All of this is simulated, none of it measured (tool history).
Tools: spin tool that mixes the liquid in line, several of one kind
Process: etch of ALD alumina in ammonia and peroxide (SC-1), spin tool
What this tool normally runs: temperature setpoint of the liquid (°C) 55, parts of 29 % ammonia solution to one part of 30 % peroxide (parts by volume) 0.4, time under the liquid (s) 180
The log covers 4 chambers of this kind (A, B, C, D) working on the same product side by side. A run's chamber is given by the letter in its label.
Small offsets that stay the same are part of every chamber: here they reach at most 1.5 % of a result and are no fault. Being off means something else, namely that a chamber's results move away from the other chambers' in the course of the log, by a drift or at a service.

| run | day | temperature setpoint of the liquid (°C) | parts of 29 % ammonia solution to one part of 30 % peroxide (parts by volume) | time under the liquid (s) | read-back film thickness of the ALD alumina reference wafer, read on the same gauge (nm) | thickness taken off the ALD alumina on a monitor wafer (nm) |
|---|---|---|---|---|---|---|
| 1D | 0.196 | 55 | 0.4 | 180 | 60.009 | 12.654 |
| 2B | 0.454 | 55 | 0.4 | 180 | 60.003 | 12.767 |
| 3C | 0.7 | 55 | 0.4 | 180 | 59.991 | 12.532 |
| 4A | 1.062 | 55 | 0.4 | 180 | 59.997 | 12.66 |
| 5A | 1.271 | 55 | 0.4 | 180 | 60.04 | 12.55 |
| 6B | 1.621 | 55 | 0.4 | 180 | 59.982 | 12.633 |
| 7C | 1.95 | 55 | 0.4 | 180 | 59.982 | 12.541 |
| 8D | 2.25 | 55 | 0.4 | 180 | 60.018 | 12.541 |
| 9D | 2.533 | 55 | 0.4 | 180 | 60.008 | 12.577 |
| 10C | 2.729 | 55 | 0.4 | 180 | 59.972 | 12.374 |
| 11B | 2.967 | 55 | 0.4 | 180 | 60.002 | 12.593 |
| 12A | 3.321 | 55 | 0.4 | 180 | 60.005 | 12.68 |
| 13A | 3.662 | 55 | 0.4 | 180 | 59.989 | 12.497 |
|  | 3.846 | chamber C: heated supply line repaired |
| 14C | 3.888 | 55 | 0.4 | 180 | 59.981 | 12.544 |
| 15D | 4.133 | 55 | 0.55 | 180 | 60.002 | 13.028 |
|  | 4.3 | chamber A: new drum of ammonia solution connected |
| 16B | 4.35 | 55 | 0.55 | 180 | 60.021 | 12.84 |
|  | 4.617 | chamber D: thermometer replaced |
| 17D | 4.667 | 55 | 0.55 | 180 | 60.011 | 13.033 |
| 18A | 4.962 | 55 | 0.55 | 180 | 59.98 | 13.022 |
| 19B | 5.279 | 55 | 0.55 | 180 | 60.025 | 13.006 |
| 20C | 5.596 | 55 | 0.55 | 180 | 60.01 | 13.041 |
| 21B | 5.804 | 55 | 0.55 | 180 | 60.007 | 13.05 |
|  | 6.088 | chamber D: new drum of ammonia solution connected |
| 22D | 6.125 | 55 | 0.55 | 180 | 60.002 | 13.03 |
| 23A | 6.412 | 55 | 0.4 | 180 | 59.976 | 12.602 |
| 24C | 6.738 | 55 | 0.4 | 180 | 59.972 | 12.517 |
| 25D | 7.058 | 55 | 0.4 | 180 | 60.013 | 12.578 |
| 26C | 7.288 | 61 | 0.4 | 180 | 59.977 | 17.18 |
| 27B | 7.496 | 61 | 0.4 | 180 | 60.01 | 17.356 |
| 28A | 7.771 | 61 | 0.4 | 180 | 60.018 | 17.221 |
| 29C | 8.062 | 61 | 0.4 | 180 | 59.986 | 17.207 |

All 4 chambers run these settings next. Forecast each chamber's results:
| 30A | 8.329 | 64.5 | 0.4 | 180 |  | ? |
| 30B | 8.329 | 64.5 | 0.4 | 180 |  | ? |
| 30C | 8.329 | 64.5 | 0.4 | 180 |  | ? |
| 30D | 8.329 | 64.5 | 0.4 | 180 |  | ? |

| run | thickness taken off the ALD alumina on a monitor wafer (nm) |
|---|---|
| 30A | 20.255 |
| 30B | 20.868 |
| 30C | 20.24 |
| 30D | 20.415 |
